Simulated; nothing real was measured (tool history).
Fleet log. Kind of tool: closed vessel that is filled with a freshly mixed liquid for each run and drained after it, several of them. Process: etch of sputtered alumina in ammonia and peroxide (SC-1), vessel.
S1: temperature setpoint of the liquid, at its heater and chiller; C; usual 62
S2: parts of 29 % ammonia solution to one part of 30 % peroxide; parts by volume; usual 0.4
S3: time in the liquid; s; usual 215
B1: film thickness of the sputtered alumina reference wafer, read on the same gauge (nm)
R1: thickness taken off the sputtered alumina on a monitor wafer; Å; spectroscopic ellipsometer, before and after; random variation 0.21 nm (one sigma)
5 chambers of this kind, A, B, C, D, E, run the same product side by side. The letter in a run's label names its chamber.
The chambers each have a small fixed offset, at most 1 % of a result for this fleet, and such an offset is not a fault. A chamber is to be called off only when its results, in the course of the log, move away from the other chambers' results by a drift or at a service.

run	day	S1	S2	S3	B1	R1
1A	0.325	62	0.4	215	70.001	250.19
2E	0.538	62	0.4	215	69.987	250.23
3B	0.708	62	0.4	215	70.011	255.66
4C	1.058	62	0.4	215	70.001	254.28
5D	1.258	62	0.4	215	70.03	253.95
6D	1.488	62	0.4	215	70.012	253.54
7A	1.688	62	0.4	215	70.036	251.11
8C	1.942	62	0.4	215	70.002	252.59
9E	2.208	62	0.4	215	70.001	254.04
10B	2.438	62	0.4	215	70.005	252.84
11A	2.654	62	0.4	215	69.932	254.77
12C	2.988	62	0.4	215	70.053	251.39
13E	3.158	62	0.4	215	70.002	253.83
14D	3.467	62	0.4	215	70.021	249.2
15B	3.746	62	0.4	215	69.992	255.27
16D	4.096	62	0.4	215	70.02	252.89
# day 4.129: chamber D: new drum of ammonia solution connected
17B	4.35	62	0.4	215	70.021	259.7
18A	4.662	62	0.4	215	70.021	253.85
19C	4.921	62	0.4	215	70.03	253.13
# day 5.196: chamber E: new drum of ammonia solution connected
20E	5.229	62	0.4	215	70.011	251.99
21D	5.542	62	0.4	215	70.018	256.62
22E	5.833	62	0.4	215	69.951	258.15
23A	6.046	62	0.4	215	69.995	252.55
24B	6.288	57.5	0.4	215	70.005	203.46
25C	6.55	57.5	0.4	215	69.972	200.38
26B	6.825	57.5	0.4	215	69.98	201.72
27A	7.175	57.5	0.4	215	69.985	200.56
# day 7.254: chamber D: ammonia flow meter replaced
28D	7.433	57.5	0.4	215	69.998	199.52
29E	7.762	62	0.4	215	69.974	252.11
# day 7.883: chamber C: new drum of ammonia solution connected
30C	8.067	62	0.4	215	70.054	249.59
# day 8.171: chamber A: thermometer replaced
31C	8.371	62	0.4	215	70.02	250.84
32D	8.621	62	0.4	215	70	252.1
33A	8.929	62	0.4	215	69.971	251.05
34B	9.262	62	0.4	215	70.043	255.55
35E	9.592	62	0.4	215	69.967	253.77
36C	9.917	62	0.4	215	70.059	252.19

The same settings go to every chamber for the next run, one line per chamber below. Forecast the results for each:
37A	10.196	62	0.4	215		?
37B	10.196	62	0.4	215		?
37C	10.196	62	0.4	215		?
37D	10.196	62	0.4	215		?
37E	10.196	62	0.4	215		?

run	R1
37A	251.64
37B	251.67
37C	254.23
37D	256.1
37E	254.8
